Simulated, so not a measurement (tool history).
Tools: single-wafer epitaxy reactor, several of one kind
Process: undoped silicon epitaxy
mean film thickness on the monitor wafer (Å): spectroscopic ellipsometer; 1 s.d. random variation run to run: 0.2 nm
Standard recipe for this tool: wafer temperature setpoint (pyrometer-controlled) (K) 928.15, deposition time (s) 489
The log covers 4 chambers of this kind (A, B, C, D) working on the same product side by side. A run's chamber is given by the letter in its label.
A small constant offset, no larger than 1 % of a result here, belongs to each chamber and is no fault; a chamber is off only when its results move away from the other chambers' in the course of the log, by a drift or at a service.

run     day  wafer temperature setpoint (pyrometer-controlled) (K)  deposition time (s)  hours since the last pyrometer calibration  read-back reference wafer on the same gauge, thickness_nm  mean film thickness on the monitor wafer (Å)
 1D   0.562                                                 928.15                  489                                      1198.9                                                     98.676                                        918.44
      1.021  -- chamber A: pyrometer calibrated
 2B   1.125                                                 928.15                  489                                       822.0                                                     98.626                                        927.53
 3C   1.671                                                 928.15                  489                                       526.4                                                     98.626                                        915.17
 4A   2.146                                                 928.15                  489                                        27.0                                                     98.611                                        911.69
 5C   2.467                                                 936.15                  544                                       545.5                                                     98.598                                       1207.40
 6A   2.762                                                 936.15                  544                                        41.8                                                     98.572                                       1208.60
 7B   3.283                                                 936.15                  544                                       873.8                                                     98.608                                       1222.80
 8D   3.600                                                 936.15                  544                                      1271.8                                                     98.645                                       1211.90
 9C   3.975                                                 928.15                  489                                       581.7                                                     98.611                                        914.96
10D   4.258                                                 928.15                  489                                      1287.6                                                     98.577                                        913.32
11B   4.804                                                 928.15                  489                                       910.3                                                     98.593                                        927.06
12A   5.388                                                 928.15                  489                                       104.8                                                     98.565                                        910.78
13C   5.646                                                 928.15                  489                                       621.8                                                     98.615                                        916.02
14B   6.158                                                 928.15                  489                                       942.8                                                     98.581                                        925.99
15D   6.708                                                 928.15                  489                                      1346.4                                                     98.595                                        915.69
16A   7.271                                                 928.15                  489                                       150.0                                                     98.604                                        912.89
17D   7.733                                                 928.15                  489                                      1371.0                                                     98.542                                        915.13
18B   8.183                                                 939.15                  489                                       991.4                                                     98.580                                       1177.30
19C   8.600                                                 939.15                  489                                       692.7                                                     98.595                                       1159.20
20A   9.029                                                 939.15                  489                                       192.2                                                     98.588                                       1156.80
21A   9.592                                                 939.15                  489                                       205.7                                                     98.607                                       1155.20
22D  10.033                                                 928.15                  489                                      1426.2                                                     98.554                                        916.29
23B  10.317                                                 928.15                  489                                      1042.6                                                     98.617                                        927.35
24C  10.638                                                 928.15                  489                                       741.6                                                     98.564                                        917.65
25B  11.050                                                 928.15                  489                                      1060.2                                                     98.629                                        937.26
26A  11.354                                                 928.15                  489                                       248.0                                                     98.592                                        913.26

One chamber off, gauge drift, or nothing amiss beyond the chambers' own small offsets? If it is a chamber, which one, and what is the likeliest cause?

One chamber, B, drifts off from the rest bit by bit.
Most likely cause: wafer temperature above the value expected at the setpoint (K) = 0.588.

Here are 4 candidates for chamber B's next run, each the usual settings with a change, their results left as question marks. Which one brings its results back in line with what the others give on the usual settings?
In line means no further than this from the other chambers' mean on the usual settings: mean film thickness on the monitor wafer (Å) 7.30
27B-1  11.775                                                 928.15                  478                                                                                                                                                    ?
27B-2  11.775                                                 928.15                  500                                                                                                                                                    ?
27B-3  11.775                                                 928.15                  487                                                                                                                                                    ?
27B-4  11.775                                                 928.15                  491                                                                                                                                                    ?

The mean the other chambers reach with the usual settings: mean film thickness on the monitor wafer (Å) 914.32
  run  mean film thickness on the monitor wafer (Å)
27B-1                                        913.44
27B-2                                        955.48
27B-3                                        930.63
27B-4                                        938.28
The right change is 27B-1: it brings the chamber back within the allowed miss of the others.
